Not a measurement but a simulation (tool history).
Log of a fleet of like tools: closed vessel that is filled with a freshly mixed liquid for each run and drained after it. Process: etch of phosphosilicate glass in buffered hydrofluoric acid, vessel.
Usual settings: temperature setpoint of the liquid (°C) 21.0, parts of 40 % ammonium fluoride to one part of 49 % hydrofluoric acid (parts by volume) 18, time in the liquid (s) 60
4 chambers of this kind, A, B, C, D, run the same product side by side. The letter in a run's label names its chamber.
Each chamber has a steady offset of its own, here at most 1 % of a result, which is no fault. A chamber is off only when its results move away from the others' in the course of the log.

run   hour  temperature setpoint of the liquid (°C)  parts of 40 % ammonium fluoride to one part of 49 % hydrofluoric acid (parts by volume)  time in the liquid (s)  hours since the thermometer was replaced  hours since the hydrofluoric acid flow meter was replaced  read-back film thickness of the phosphosilicate glass reference wafer, read on the same gauge (nm)  thickness taken off the phosphosilicate glass on a monitor wafer (angstrom)
       5.2  -- chamber B: thermometer replaced
 1A    5.8                                     21.0                                                                                       18                      60                                    1613.2                                                      432.0                                                                                              29.998                                                                       1714.9
 2B   14.7                                     21.0                                                                                       18                      60                                       9.6                                                      149.5                                                                                              29.997                                                                       1692.4
 3D   18.9                                     21.0                                                                                       18                      60                                    1461.4                                                      334.6                                                                                              30.066                                                                       1738.2
 4C   24.0                                     21.0                                                                                       18                      60                                     121.7                                                     1437.2                                                                                              29.981                                                                       1683.4
 5D   32.8                                     21.0                                                                                       18                      60                                    1475.3                                                      348.5                                                                                              29.944                                                                       1719.6
 6C   37.9                                     17.5                                                                                       18                      60                                     135.6                                                     1451.1                                                                                              30.022                                                                       1402.3
 7A   44.6                                     17.5                                                                                       18                      60                                    1652.0                                                      470.8                                                                                              29.990                                                                       1402.9
 8B   53.1                                     17.5                                                                                       18                      60                                      48.0                                                      187.9                                                                                              30.053                                                                       1405.8
 9A   60.5                                     17.5                                                                                       18                      60                                    1667.9                                                      486.7                                                                                              29.973                                                                       1414.2
10C   68.6                                     21.0                                                                                       18                      60                                     166.3                                                     1481.8                                                                                              29.992                                                                       1692.7
11D   74.4                                     21.0                                                                                       18                      60                                    1516.9                                                      390.1                                                                                              29.985                                                                       1736.7
12B   80.3                                     21.0                                                                                       18                      60                                      75.2                                                      215.1                                                                                              29.960                                                                       1710.5
13A   84.2                                     21.0                                                                                       18                      60                                    1691.6                                                      510.4                                                                                              30.033                                                                       1719.5
14C   92.0                                     21.0                                                                                       18                      60                                     189.7                                                     1505.2                                                                                              29.964                                                                       1704.5
15B  100.2                                     21.0                                                                                       18                      60                                      95.1                                                      235.0                                                                                              29.951                                                                       1723.5
16D  107.7                                     21.0                                                                                       18                      60                                    1550.2                                                      423.4                                                                                              29.992                                                                       1733.3
17A  113.0                                     21.0                                                                                       18                      60                                    1720.4                                                      539.2                                                                                              30.025                                                                       1725.9
     115.0  -- chamber A: hydrofluoric acid flow meter replaced
18C  118.0                                     21.0                                                                                       18                      60                                     215.7                                                     1531.2                                                                                              30.048                                                                       1686.2
19B  125.0                                     21.0                                                                                       18                      60                                     119.9                                                      259.8                                                                                              29.988                                                                       1723.6
20D  132.5                                     21.0                                                                                       18                      60                                    1575.0                                                      448.2                                                                                              30.027                                                                       1702.6
21A  136.8                                     21.0                                                                                       18                      60                                    1744.2                                                       21.8                                                                                              30.061                                                                       1733.1
22D  143.7                                     21.0                                                                                       18                      60                                    1586.2                                                      459.4                                                                                              29.984                                                                       1724.5
23C  152.1                                     21.0                                                                                       18                      60                                     249.8                                                     1565.3                                                                                              29.954                                                                       1717.0
24B  157.6                                     21.0                                                                                       18                      60                                     152.5                                                      292.4                                                                                              30.014                                                                       1708.4
25C  164.5                                     21.0                                                                                       18                      60                                     262.2                                                     1577.7                                                                                              30.002                                                                       1695.9
     168.9  -- chamber A: thermometer replaced
26D  170.6                                     21.0                                                                                       18                      60                                    1613.1                                                      486.3                                                                                              29.946                                                                       1739.3
27A  179.1                                     21.0                                                                                       18                      60                                      10.2                                                       64.1                                                                                              29.970                                                                       1706.3
28B  187.9                                     21.0                                                                                       18                      60                                     182.8                                                      322.7                                                                                              29.953                                                                       1698.3
29A  195.6                                     21.0                                                                                       18                      60                                      26.7                                                       80.6                                                                                              30.000                                                                       1727.4

Is one chamber off against the others, does the gauge drift, or is nothing wrong? If a chamber is off, say which, and what the likeliest cause is.

No chamber stands off beyond its own small offset, and the gauge holds steady.
